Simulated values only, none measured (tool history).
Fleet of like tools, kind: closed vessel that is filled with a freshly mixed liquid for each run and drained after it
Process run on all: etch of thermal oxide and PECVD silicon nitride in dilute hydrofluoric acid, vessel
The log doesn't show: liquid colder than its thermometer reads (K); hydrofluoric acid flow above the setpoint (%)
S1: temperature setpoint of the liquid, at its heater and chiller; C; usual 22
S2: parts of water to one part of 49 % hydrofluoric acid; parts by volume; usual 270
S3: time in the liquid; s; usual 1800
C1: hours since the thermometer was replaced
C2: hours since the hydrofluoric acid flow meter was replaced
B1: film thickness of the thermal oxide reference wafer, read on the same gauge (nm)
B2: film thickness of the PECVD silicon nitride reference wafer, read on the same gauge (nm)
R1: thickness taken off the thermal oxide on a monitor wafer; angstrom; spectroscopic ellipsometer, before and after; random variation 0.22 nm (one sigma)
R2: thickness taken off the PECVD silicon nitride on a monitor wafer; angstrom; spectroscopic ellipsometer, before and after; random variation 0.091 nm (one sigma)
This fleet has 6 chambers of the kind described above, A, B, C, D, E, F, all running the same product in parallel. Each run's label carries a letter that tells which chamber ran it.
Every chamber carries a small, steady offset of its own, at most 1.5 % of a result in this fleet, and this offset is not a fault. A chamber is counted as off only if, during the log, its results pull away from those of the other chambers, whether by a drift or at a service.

run   hour  S1   S2    S3      C1      C2      B1      B2      R1      R2
 1C    6.3  22  270  1800  2085.7   246.6  59.973  40.007  241.75  135.20
 2F   14.5  22  270  1800    45.2   887.1  60.003  39.969  243.44  137.88
 3A   25.5  22  270  1800   480.5   291.3  60.018  40.005  240.17  135.36
 4E   31.2  22  270  1800  2268.7  1071.7  59.995  39.987  235.78  135.04
 5D   40.6  22  270  1800  1142.9    44.3  59.993  39.973  239.81  137.46
      47.0  -- chamber B: thermometer replaced
 6B   52.3  22  270  1800     5.3  1029.3  60.005  40.011  240.84  137.07
 7C   65.0  22  270  1800  2144.4   305.3  59.998  40.006  236.25  135.07
 8B   73.9  22  270  1800    26.9  1050.9  60.026  40.001  241.26  136.49
 9A   79.5  22  270  1800   534.5   345.3  60.010  40.007  243.07  136.04
10D   85.1  22  270  1800  1187.4    88.8  59.996  40.017  242.59  137.60
11F   95.4  22  270  1800   126.1   968.0  59.984  39.994  244.79  137.88
12E  102.7  22  270  2685  2340.2  1143.2  59.970  39.989  353.76  200.10
13D  111.5  22  270  2685  1213.8   115.2  60.030  39.962  360.89  204.28
14F  117.4  22  270  2685   148.1   990.0  60.023  40.010  367.02  202.94
     120.7  -- chamber B: hydrofluoric acid flow meter replaced
     123.5  -- chamber F: hydrofluoric acid flow meter replaced
15B  124.2  22  270  2685    77.2     3.6  60.004  40.017  357.45  203.35
16E  133.6  22  270  2685  2371.1  1174.1  59.980  40.020  353.51  200.87
17A  143.5  22  270  2685   598.5   409.3  59.971  39.988  363.82  202.93
18C  149.9  22  270  1800  2229.3   390.2  59.982  39.995  237.73  135.37
19C  159.2  18  270  2475  2238.6   399.5  59.999  39.998  286.95  143.46
     164.2  -- chamber A: thermometer replaced
20A  167.7  18  270  2475     3.5   433.5  59.998  40.004  282.92  145.63
21B  176.7  18  270  2475   129.7    56.1  60.012  39.975  284.93  145.78
     178.7  -- chamber C: thermometer replaced
22E  188.6  18  270  2475  2426.1  1229.1  59.981  40.004  287.75  147.33
23F  199.2  18  270  2475   229.9    75.8  60.034  40.045  285.49  143.87
24D  206.3  18  270  2475  1308.6   210.0  59.963  40.009  290.43  145.43
25A  218.4  22  270  1800    54.2   484.2  59.992  39.989  240.66  136.27
26B  228.5  22  270  1800   181.5   107.9  59.996  40.003  241.03  137.61
27F  237.1  22  270  1800   267.8   113.7  60.026  40.012  238.61  136.10
28D  246.2  22  270  1800  1348.5   249.9  60.027  40.031  238.73  137.25
29C  258.6  22  270  1800    79.9   498.9  59.994  40.036  239.18  135.65
30E  268.9  22  270  1800  2506.4  1309.4  59.977  39.968  257.09  143.39
31A  274.4  22  270  1800   110.2   540.2  59.999  40.002  242.09  135.05
32B  285.4  22  270  1800   238.4   164.8  60.040  39.990  239.57  136.31
33C  293.0  22  270  1800   114.3   533.3  59.989  39.955  240.96  135.81
34F  299.4  22  270  1800   330.1   176.0  60.031  40.002  244.39  136.25
35E  305.5  22  270  1800  2543.0  1346.0  59.987  40.015  266.98  146.08
36D  311.6  22  270  1800  1413.9   315.3  59.975  39.987  243.52  138.19
37B  319.0  22  270  1800   272.0   198.4  59.986  40.031  238.00  136.32
38A  327.9  22  160   820   163.7   593.7  60.011  39.997  205.71  103.30

For the next run the whole fleet of 6 chambers uses the same settings. Give each chamber's results:
39A  337.1  22  270  1800                   ?   ?
39B  337.1  22  270  1800                   ?   ?
39C  337.1  22  270  1800                   ?   ?
39D  337.1  22  270  1800                   ?   ?
39E  337.1  22  270  1800                   ?   ?
39F  337.1  22  270  1800                   ?   ?

run      R1      R2
39A  242.02  134.61
39B  239.72  136.85
39C  239.35  134.54
39D  239.50  134.98
39E  269.56  148.60
39F  242.55  137.50

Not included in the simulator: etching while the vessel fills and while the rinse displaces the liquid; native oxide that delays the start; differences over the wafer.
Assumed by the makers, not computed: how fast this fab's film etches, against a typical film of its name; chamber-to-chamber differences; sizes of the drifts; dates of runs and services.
